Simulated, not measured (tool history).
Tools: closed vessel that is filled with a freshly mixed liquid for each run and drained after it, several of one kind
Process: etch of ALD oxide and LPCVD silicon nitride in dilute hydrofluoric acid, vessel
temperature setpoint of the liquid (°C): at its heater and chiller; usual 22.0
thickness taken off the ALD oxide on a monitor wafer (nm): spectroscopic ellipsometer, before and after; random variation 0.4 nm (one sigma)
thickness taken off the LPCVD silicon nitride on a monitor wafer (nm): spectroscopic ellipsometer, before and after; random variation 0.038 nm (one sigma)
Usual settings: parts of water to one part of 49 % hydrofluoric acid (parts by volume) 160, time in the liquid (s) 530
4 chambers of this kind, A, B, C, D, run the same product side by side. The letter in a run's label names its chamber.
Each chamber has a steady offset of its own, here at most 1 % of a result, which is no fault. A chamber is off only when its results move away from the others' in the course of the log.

| run | hour | temperature setpoint of the liquid (°C) | parts of water to one part of 49 % hydrofluoric acid (parts by volume) | time in the liquid (s) | hours since the thermometer was replaced | hours since the hydrofluoric acid flow meter was replaced | read-back film thickness of the ALD oxide reference wafer, read on the same gauge (nm) | read-back film thickness of the LPCVD silicon nitride reference wafer, read on the same gauge (nm) | thickness taken off the ALD oxide on a monitor wafer (nm) | thickness taken off the LPCVD silicon nitride on a monitor wafer (nm) |
|---|---|---|---|---|---|---|---|---|---|---|
| 1C | 5.4 | 22.0 | 160 | 530 | 90.4 | 67.0 | 150.03 | 60.024 | 47.785 | 1.39870 |
| 2B | 9.5 | 22.0 | 160 | 530 | 855.8 | 1746.2 | 150.00 | 60.021 | 47.441 | 1.38000 |
| 3A | 13.7 | 22.0 | 160 | 530 | 207.6 | 129.2 | 149.98 | 59.993 | 48.614 | 1.41100 |
| 4D | 17.0 | 22.0 | 160 | 530 | 362.8 | 691.9 | 150.01 | 59.934 | 47.827 | 1.44800 |
| 5A | 21.7 | 22.0 | 100 | 530 | 215.6 | 137.2 | 150.03 | 60.020 | 80.210 | 2.15240 |
| 6B | 26.4 | 22.0 | 100 | 530 | 872.7 | 1763.1 | 150.02 | 59.990 | 81.839 | 2.23940 |
| 7C | 31.1 | 22.0 | 100 | 530 | 116.1 | 92.7 | 149.94 | 60.007 | 82.280 | 2.22510 |
| 8D | 36.2 | 22.0 | 100 | 530 | 382.0 | 711.1 | 149.97 | 59.985 | 82.301 | 2.22050 |
| 9B | 41.7 | 22.0 | 160 | 530 | 888.0 | 1778.4 | 149.97 | 60.035 | 47.534 | 1.39760 |
| 10A | 46.8 | 22.0 | 225 | 530 | 240.7 | 162.3 | 150.02 | 59.995 | 31.727 | 1.01780 |
| 11C | 52.4 | 22.0 | 225 | 530 | 137.4 | 114.0 | 150.03 | 60.019 | 31.296 | 0.95188 |
| 12D | 57.0 | 22.0 | 225 | 530 | 402.8 | 731.9 | 149.98 | 60.014 | 32.262 | 0.99035 |
| 13B | 61.8 | 22.0 | 225 | 530 | 908.1 | 1798.5 | 150.02 | 59.995 | 31.604 | 0.98790 |
| 14C | 65.1 | 22.0 | 160 | 530 | 150.1 | 126.7 | 150.00 | 60.007 | 46.749 | 1.39370 |
|  | 70.7 | chamber B: thermometer replaced |
| 15A | 70.7 | 22.0 | 160 | 530 | 264.6 | 186.2 | 150.03 | 60.010 | 47.765 | 1.36870 |
| 16D | 75.4 | 25.5 | 160 | 220 | 421.2 | 750.3 | 149.96 | 60.005 | 22.757 | 0.72482 |
| 17A | 80.3 | 25.5 | 160 | 220 | 274.2 | 195.8 | 149.96 | 60.046 | 22.755 | 0.70767 |
| 18D | 83.8 | 25.5 | 160 | 220 | 429.6 | 758.7 | 150.03 | 60.011 | 22.739 | 0.70031 |
| 19B | 88.5 | 25.5 | 160 | 220 | 17.9 | 1825.2 | 150.03 | 60.022 | 21.905 | 0.73381 |
| 20C | 91.6 | 22.0 | 160 | 530 | 176.6 | 153.2 | 149.99 | 59.992 | 47.794 | 1.48670 |
| 21B | 95.6 | 22.0 | 160 | 530 | 25.0 | 1832.3 | 150.02 | 59.991 | 45.931 | 1.38450 |
| 22D | 99.3 | 24.0 | 125 | 530 | 445.1 | 774.2 | 150.01 | 60.018 | 69.339 | 2.12990 |
| 23A | 101.8 | 24.0 | 125 | 530 | 295.7 | 217.3 | 150.00 | 60.021 | 68.421 | 1.98890 |
| 24C | 104.3 | 24.0 | 125 | 530 | 189.3 | 165.9 | 150.01 | 60.003 | 69.490 | 2.06250 |
| 25D | 109.0 | 24.0 | 125 | 530 | 454.8 | 783.9 | 149.98 | 60.023 | 68.800 | 2.04850 |
| 26A | 111.9 | 22.0 | 160 | 530 | 305.8 | 227.4 | 150.00 | 60.036 | 47.751 | 1.36660 |
| 27C | 117.4 | 22.0 | 160 | 530 | 202.4 | 179.0 | 150.02 | 60.012 | 47.263 | 1.36980 |
| 28B | 119.9 | 22.0 | 160 | 530 | 49.3 | 1856.6 | 150.02 | 60.000 | 44.750 | 1.26360 |
| 29B | 125.3 | 22.0 | 200 | 530 | 54.7 | 1862.0 | 150.02 | 59.927 | 33.898 | 1.07800 |
| 30A | 128.6 | 22.0 | 200 | 530 | 322.5 | 244.1 | 150.01 | 60.026 | 36.545 | 1.07930 |
| 31C | 134.2 | 22.0 | 200 | 530 | 219.2 | 195.8 | 149.96 | 60.001 | 36.663 | 1.11390 |
| 32D | 138.3 | 22.0 | 200 | 530 | 484.1 | 813.2 | 149.96 | 60.004 | 36.231 | 1.15920 |
| 33C | 143.3 | 22.0 | 160 | 530 | 228.3 | 204.9 | 149.97 | 59.991 | 47.561 | 1.38680 |
| 34A | 145.8 | 22.0 | 160 | 530 | 339.7 | 261.3 | 149.93 | 59.995 | 46.813 | 1.46580 |
| 35D | 149.6 | 22.0 | 160 | 530 | 495.4 | 824.5 | 150.00 | 59.994 | 47.687 | 1.40160 |
| 36B | 154.3 | 22.0 | 160 | 530 | 83.7 | 1891.0 | 150.02 | 59.993 | 43.052 | 1.25590 |

Is one chamber off against the others, does the gauge drift, or is nothing wrong? If a chamber is off, say which, and what the likeliest cause is.

Chamber B drifts away from the others.
Cause: hydrofluoric acid flow below the setpoint (%) = 9.51.

Here are 4 candidates for chamber B's next run, each the usual settings with a change, their results left as question marks. Which one brings its results back in line with what the others give on the usual settings?
In line means no further than this from the other chambers' mean on the usual settings: thickness taken off the ALD oxide on a monitor wafer (nm) 1.400; thickness taken off the LPCVD silicon nitride on a monitor wafer (nm) 0.13000
| 37B-1 | 158.3 | 22.0 | 155 | 540 |  |  |  |  | ? | ? |
| 37B-2 | 158.3 | 22.5 | 175 | 510 |  |  |  |  | ? | ? |
| 37B-3 | 158.3 | 21.5 | 150 | 560 |  |  |  |  | ? | ? |
| 37B-4 | 158.3 | 22.0 | 165 | 520 |  |  |  |  | ? | ? |

The other chambers' mean on the usual settings: thickness taken off the ALD oxide on a monitor wafer (nm) 47.739; thickness taken off the LPCVD silicon nitride on a monitor wafer (nm) 1.41050
| run | thickness taken off the ALD oxide on a monitor wafer (nm) | thickness taken off the LPCVD silicon nitride on a monitor wafer (nm) |
|---|---|---|
| 37B-1 | 45.118 | 1.35400 |
| 37B-2 | 37.542 | 1.17180 |
| 37B-3 | 47.702 | 1.40300 |
| 37B-4 | 40.311 | 1.22550 |
37B-3 brings the chamber back in line.
